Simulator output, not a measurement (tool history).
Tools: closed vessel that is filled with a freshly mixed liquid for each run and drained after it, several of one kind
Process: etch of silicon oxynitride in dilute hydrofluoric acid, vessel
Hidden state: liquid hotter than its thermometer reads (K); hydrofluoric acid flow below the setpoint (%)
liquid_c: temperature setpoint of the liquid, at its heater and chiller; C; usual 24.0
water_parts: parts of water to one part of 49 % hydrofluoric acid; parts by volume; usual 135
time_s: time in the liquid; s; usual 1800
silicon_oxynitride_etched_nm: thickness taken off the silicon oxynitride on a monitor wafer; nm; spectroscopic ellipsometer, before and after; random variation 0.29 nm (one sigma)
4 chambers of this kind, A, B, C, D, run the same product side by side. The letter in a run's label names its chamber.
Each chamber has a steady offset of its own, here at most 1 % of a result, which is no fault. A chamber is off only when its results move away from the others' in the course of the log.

run	hour	liquid_c	water_parts	time_s	hours since the thermometer was replaced	hours since the hydrofluoric acid flow meter was replaced	read-back film thickness of the silicon oxynitride reference wafer, read on the same gauge (nm)	silicon_oxynitride_etched_nm
1C	3.0	24.0	135	1800	491.8	1048.9	90.046	41.914
2A	6.0	24.0	135	1800	1575.6	606.5	89.997	41.858
3D	8.5	24.0	135	1800	906.8	183.4	90.019	41.457
4B	11.9	24.0	135	1800	2050.0	1041.8	89.974	42.521
5C	17.0	24.0	135	1800	505.8	1062.9	90.003	42.035
6D	20.8	24.0	135	1800	919.1	195.7	89.970	42.227
7A	23.6	24.0	135	1800	1593.2	624.1	89.955	41.775
8B	26.4	24.0	135	1800	2064.5	1056.3	89.985	42.351
9D	30.7	24.0	135	1800	929.0	205.6	89.968	41.541
10A	35.5	24.0	135	1800	1605.1	636.0	90.011	42.497
11B	40.5	24.0	190	925	2078.6	1070.4	90.015	14.827
12C	45.9	24.0	190	925	534.7	1091.8	89.997	14.536
13D	49.7	24.0	190	925	948.0	224.6	89.992	14.656
# hour 51.1: chamber A: hydrofluoric acid flow meter replaced
14B	53.5	24.0	190	925	2091.6	1083.4	90.004	15.015
15C	58.3	24.0	135	1800	547.1	1104.2	90.028	41.790
16A	62.9	24.0	135	1800	1632.5	11.8	89.970	43.137
17A	65.8	24.0	135	1800	1635.4	14.7	90.045	43.623
18D	69.9	24.0	135	1800	968.2	244.8	90.018	42.184
19C	75.2	24.0	135	1800	564.0	1121.1	90.008	42.013
20B	77.6	24.0	135	1800	2115.7	1107.5	89.993	42.146
21A	82.5	20.5	185	1800	1652.1	31.4	89.985	26.239
22D	87.1	20.5	185	1800	985.4	262.0	89.951	24.872
23B	90.0	20.5	185	1800	2128.1	1119.9	89.999	24.729
24C	94.9	20.5	185	1800	583.7	1140.8	89.993	24.864
25B	100.1	24.0	135	1800	2138.2	1130.0	89.974	42.211
26C	104.2	24.0	135	1800	593.0	1150.1	90.011	41.927
27D	107.5	24.0	70	930	1005.8	282.4	90.028	44.297
28A	110.2	24.0	70	930	1679.8	59.1	90.039	46.282
29D	112.6	24.0	70	930	1010.9	287.5	89.995	43.858
30C	117.5	24.0	70	930	606.3	1163.4	90.031	43.913
31A	120.6	24.0	135	1800	1690.2	69.5	90.026	44.739
32B	125.0	24.0	135	1800	2163.1	1154.9	89.976	42.737
33B	129.1	24.0	135	1800	2167.2	1159.0	89.992	42.385
34D	134.2	20.5	90	1800	1032.5	309.1	90.032	55.796
35A	139.5	20.5	90	1800	1709.1	88.4	89.960	60.109
36C	142.8	20.5	90	1800	631.6	1188.7	89.998	55.467
37C	148.2	20.5	90	1800	637.0	1194.1	89.990	54.571
38D	153.1	24.0	175	1800	1051.4	328.0	89.965	31.333
39A	155.5	24.0	175	1800	1725.1	104.4	90.002	33.805
40B	158.9	24.0	175	1800	2197.0	1188.8	89.999	31.730
41A	161.4	24.0	175	1800	1731.0	110.3	90.012	33.805
42B	165.9	26.5	165	1800	2204.0	1195.8	89.954	37.566
43D	169.7	26.5	165	1800	1068.0	344.6	90.004	37.410

All 4 chambers run these settings next. Forecast each chamber's results:
44A	173.6	24.0	135	2220				?
44B	173.6	24.0	135	2220				?
44C	173.6	24.0	135	2220				?
44D	173.6	24.0	135	2220				?

run	silicon_oxynitride_etched_nm
44A	56.313
44B	52.690
44C	51.571
44D	51.092

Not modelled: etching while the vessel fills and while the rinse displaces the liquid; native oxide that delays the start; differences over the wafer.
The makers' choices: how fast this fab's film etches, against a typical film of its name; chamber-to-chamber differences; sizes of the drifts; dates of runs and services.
